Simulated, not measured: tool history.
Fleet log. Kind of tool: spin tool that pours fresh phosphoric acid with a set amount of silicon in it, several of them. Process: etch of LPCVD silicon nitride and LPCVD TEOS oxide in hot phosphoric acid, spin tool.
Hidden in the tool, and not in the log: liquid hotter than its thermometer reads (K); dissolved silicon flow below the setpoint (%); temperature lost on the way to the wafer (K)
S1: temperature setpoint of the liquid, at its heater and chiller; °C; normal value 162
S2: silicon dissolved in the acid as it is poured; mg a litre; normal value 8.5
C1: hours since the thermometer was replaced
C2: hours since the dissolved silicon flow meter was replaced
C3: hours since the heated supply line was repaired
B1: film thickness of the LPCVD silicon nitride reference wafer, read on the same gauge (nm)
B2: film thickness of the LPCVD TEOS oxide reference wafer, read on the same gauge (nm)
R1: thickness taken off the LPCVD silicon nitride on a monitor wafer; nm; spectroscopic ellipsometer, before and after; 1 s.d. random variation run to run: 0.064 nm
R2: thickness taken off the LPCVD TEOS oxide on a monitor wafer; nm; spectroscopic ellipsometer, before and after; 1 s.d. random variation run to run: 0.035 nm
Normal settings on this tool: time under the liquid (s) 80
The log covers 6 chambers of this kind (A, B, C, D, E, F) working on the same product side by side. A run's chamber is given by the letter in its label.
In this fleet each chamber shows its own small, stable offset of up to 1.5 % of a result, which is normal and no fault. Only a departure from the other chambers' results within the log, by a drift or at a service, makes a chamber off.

run 1C hour=6.6 | S1=162 S2=8.5 time_under_the_liquid_(s)=80 | C1=1424.9 C2=935 C3=1485.6 | B1=70.003 B2=130.03 | R1=7.2058 R2=0.22603
run 2E hour=10.7 | S1=162 S2=8.5 time_under_the_liquid_(s)=80 | C1=2510.9 C2=811.4 C3=915.3 | B1=69.955 B2=130 | R1=7.1726 R2=0.21777
run 3D hour=15.3 | S1=162 S2=8.5 time_under_the_liquid_(s)=80 | C1=128.1 C2=181.2 C3=519.1 | B1=70.014 B2=130.01 | R1=7.1654 R2=0.27957
-- hour=19.3 chamber C: thermometer replaced
run 4B hour=19.6 | S1=162 S2=8.5 time_under_the_liquid_(s)=80 | C1=698.4 C2=146.5 C3=3159.6 | B1=70 B2=130.01 | R1=7.2745 R2=0.22647
-- hour=22.3 chamber C: dissolved silicon flow meter replaced
run 5F hour=26.1 | S1=162 S2=8.5 time_under_the_liquid_(s)=80 | C1=354.3 C2=234.5 C3=309.1 | B1=69.998 B2=129.99 | R1=7.0971 R2=0.18214
run 6A hour=29.8 | S1=162 S2=3 time_under_the_liquid_(s)=80 | C1=404.1 C2=812 C3=1493.2 | B1=70.015 B2=130.01 | R1=7.1925 R2=0.27711
run 7B hour=34.3 | S1=162 S2=3 time_under_the_liquid_(s)=80 | C1=713.1 C2=161.2 C3=3174.3 | B1=70.01 B2=130 | R1=7.215 R2=0.2923
run 8E hour=38 | S1=162 S2=3 time_under_the_liquid_(s)=80 | C1=2538.2 C2=838.7 C3=942.6 | B1=69.973 B2=130.02 | R1=7.3844 R2=0.27822
run 9D hour=46 | S1=162 S2=3 time_under_the_liquid_(s)=80 | C1=158.8 C2=211.9 C3=549.8 | B1=70.028 B2=130 | R1=7.171 R2=0.21274
run 10C hour=51 | S1=162 S2=3 time_under_the_liquid_(s)=80 | C1=31.7 C2=28.8 C3=1530 | B1=69.98 B2=129.98 | R1=7.1118 R2=0.28072
run 11A hour=56.1 | S1=162 S2=3 time_under_the_liquid_(s)=80 | C1=430.4 C2=838.3 C3=1519.5 | B1=70.024 B2=129.99 | R1=7.2225 R2=0.27404
run 12F hour=60.6 | S1=163.5 S2=12 time_under_the_liquid_(s)=80 | C1=388.8 C2=269 C3=343.6 | B1=70.005 B2=130.01 | R1=7.4794 R2=0.27441
run 13A hour=68.5 | S1=163.5 S2=12 time_under_the_liquid_(s)=80 | C1=442.8 C2=850.7 C3=1531.9 | B1=70 B2=130.01 | R1=7.5983 R2=0.21598
run 14B hour=75.2 | S1=163.5 S2=12 time_under_the_liquid_(s)=80 | C1=754 C2=202.1 C3=3215.2 | B1=70 B2=129.98 | R1=7.6465 R2=0.23086
run 15F hour=82.5 | S1=163.5 S2=12 time_under_the_liquid_(s)=80 | C1=410.7 C2=290.9 C3=365.5 | B1=70.018 B2=130 | R1=7.65 R2=0.22432
run 16E hour=88.1 | S1=163.5 S2=12 time_under_the_liquid_(s)=80 | C1=2588.3 C2=888.8 C3=992.7 | B1=69.995 B2=129.99 | R1=7.7286 R2=0.24118
run 17D hour=92.8 | S1=163.5 S2=12 time_under_the_liquid_(s)=80 | C1=205.6 C2=258.7 C3=596.6 | B1=70.035 B2=130 | R1=7.5538 R2=0.2649
-- hour=93.4 chamber A: heated supply line repaired
run 18C hour=99.6 | S1=162 S2=8.5 time_under_the_liquid_(s)=80 | C1=80.3 C2=77.4 C3=1578.6 | B1=69.988 B2=130 | R1=7.1068 R2=0.24157
run 19C hour=107.7 | S1=162 S2=8.5 time_under_the_liquid_(s)=80 | C1=88.4 C2=85.5 C3=1586.7 | B1=70.017 B2=129.98 | R1=7.1388 R2=0.29489
run 20E hour=115.4 | S1=162 S2=3.5 time_under_the_liquid_(s)=105 | C1=2615.6 C2=916.1 C3=1020 | B1=69.978 B2=130.02 | R1=9.5598 R2=0.39208
run 21D hour=122.2 | S1=162 S2=3.5 time_under_the_liquid_(s)=105 | C1=235 C2=288.1 C3=626 | B1=69.975 B2=129.97 | R1=9.362 R2=0.34441
run 22B hour=127.8 | S1=162 S2=3.5 time_under_the_liquid_(s)=105 | C1=806.6 C2=254.7 C3=3267.8 | B1=69.991 B2=130.02 | R1=9.6608 R2=0.28989
run 23F hour=132.1 | S1=162 S2=3.5 time_under_the_liquid_(s)=105 | C1=460.3 C2=340.5 C3=415.1 | B1=69.989 B2=130 | R1=9.529 R2=0.33294
run 24A hour=138.8 | S1=162 S2=3.5 time_under_the_liquid_(s)=105 | C1=513.1 C2=921 C3=45.4 | B1=70.058 B2=129.99 | R1=9.2597 R2=0.33221
run 25D hour=145 | S1=162 S2=3.5 time_under_the_liquid_(s)=105 | C1=257.8 C2=310.9 C3=648.8 | B1=70.002 B2=130 | R1=9.4767 R2=0.33513
-- hour=149.9 chamber B: thermometer replaced
run 26A hour=150.8 | S1=162 S2=8.5 time_under_the_liquid_(s)=80 | C1=525.1 C2=933 C3=57.4 | B1=70.005 B2=129.99 | R1=7.2811 R2=0.2267
run 27B hour=157.3 | S1=165 S2=8.5 time_under_the_liquid_(s)=80 | C1=7.4 C2=284.2 C3=3297.3 | B1=69.961 B2=130 | R1=7.9689 R2=0.26601
run 28E hour=165 | S1=165 S2=8.5 time_under_the_liquid_(s)=80 | C1=2665.2 C2=965.7 C3=1069.6 | B1=70.011 B2=130 | R1=8.0576 R2=0.29817
run 29C hour=170.6 | S1=165 S2=8.5 time_under_the_liquid_(s)=80 | C1=151.3 C2=148.4 C3=1649.6 | B1=70.024 B2=129.98 | R1=7.7757 R2=0.17254
run 30F hour=174.8 | S1=165 S2=8.5 time_under_the_liquid_(s)=80 | C1=503 C2=383.2 C3=457.8 | B1=70.008 B2=130.02 | R1=7.9228 R2=0.31464
run 31C hour=179.8 | S1=165 S2=8.5 time_under_the_liquid_(s)=80 | C1=160.5 C2=157.6 C3=1658.8 | B1=69.987 B2=129.98 | R1=7.8208 R2=0.22065
run 32F hour=183.7 | S1=165 S2=8.5 time_under_the_liquid_(s)=80 | C1=511.9 C2=392.1 C3=466.7 | B1=69.984 B2=130 | R1=7.8838 R2=0.31342
run 33D hour=190.9 | S1=162 S2=8.5 time_under_the_liquid_(s)=80 | C1=303.7 C2=356.8 C3=694.7 | B1=70.016 B2=129.99 | R1=7.1419 R2=0.24979
run 34E hour=198.7 | S1=162 S2=8.5 time_under_the_liquid_(s)=80 | C1=2698.9 C2=999.4 C3=1103.3 | B1=70.001 B2=130 | R1=7.2847 R2=0.23488
-- hour=199.5 chamber B: heated supply line repaired
run 35A hour=206 | S1=162 S2=8.5 time_under_the_liquid_(s)=60 | C1=580.3 C2=988.2 C3=112.6 | B1=70.025 B2=129.97 | R1=5.3734 R2=0.1831
run 36B hour=212 | S1=162 S2=8.5 time_under_the_liquid_(s)=60 | C1=62.1 C2=338.9 C3=12.5 | B1=70.001 B2=130.02 | R1=5.417 R2=0.18958
run 37A hour=218 | S1=162 S2=8.5 time_under_the_liquid_(s)=60 | C1=592.3 C2=1000.2 C3=124.6 | B1=69.991 B2=129.98 | R1=5.4488 R2=0.16084
run 38F hour=225.1 | S1=162 S2=8.5 time_under_the_liquid_(s)=60 | C1=553.3 C2=433.5 C3=508.1 | B1=70.004 B2=129.97 | R1=5.4364 R2=0.15229
run 39E hour=232 | S1=162 S2=8.5 time_under_the_liquid_(s)=60 | C1=2732.2 C2=1032.7 C3=1136.6 | B1=70.024 B2=130.02 | R1=5.4532 R2=0.19183

For the next run the whole fleet of 6 chambers uses the same settings. Give each chamber's results:
run 40A hour=237.9 | S1=162 S2=8.5 time_under_the_liquid_(s)=80 | R1=? R2=?
run 40B hour=237.9 | S1=162 S2=8.5 time_under_the_liquid_(s)=80 | R1=? R2=?
run 40C hour=237.9 | S1=162 S2=8.5 time_under_the_liquid_(s)=80 | R1=? R2=?
run 40D hour=237.9 | S1=162 S2=8.5 time_under_the_liquid_(s)=80 | R1=? R2=?
run 40E hour=237.9 | S1=162 S2=8.5 time_under_the_liquid_(s)=80 | R1=? R2=?
run 40F hour=237.9 | S1=162 S2=8.5 time_under_the_liquid_(s)=80 | R1=? R2=?

run=40A R1=7.2517 R2=0.25203
run=40B R1=7.193 R2=0.29446
run=40C R1=7.1138 R2=0.2097
run=40D R1=7.1176 R2=0.21802
run=40E R1=7.2027 R2=0.2406
run=40F R1=7.0961 R2=0.21206
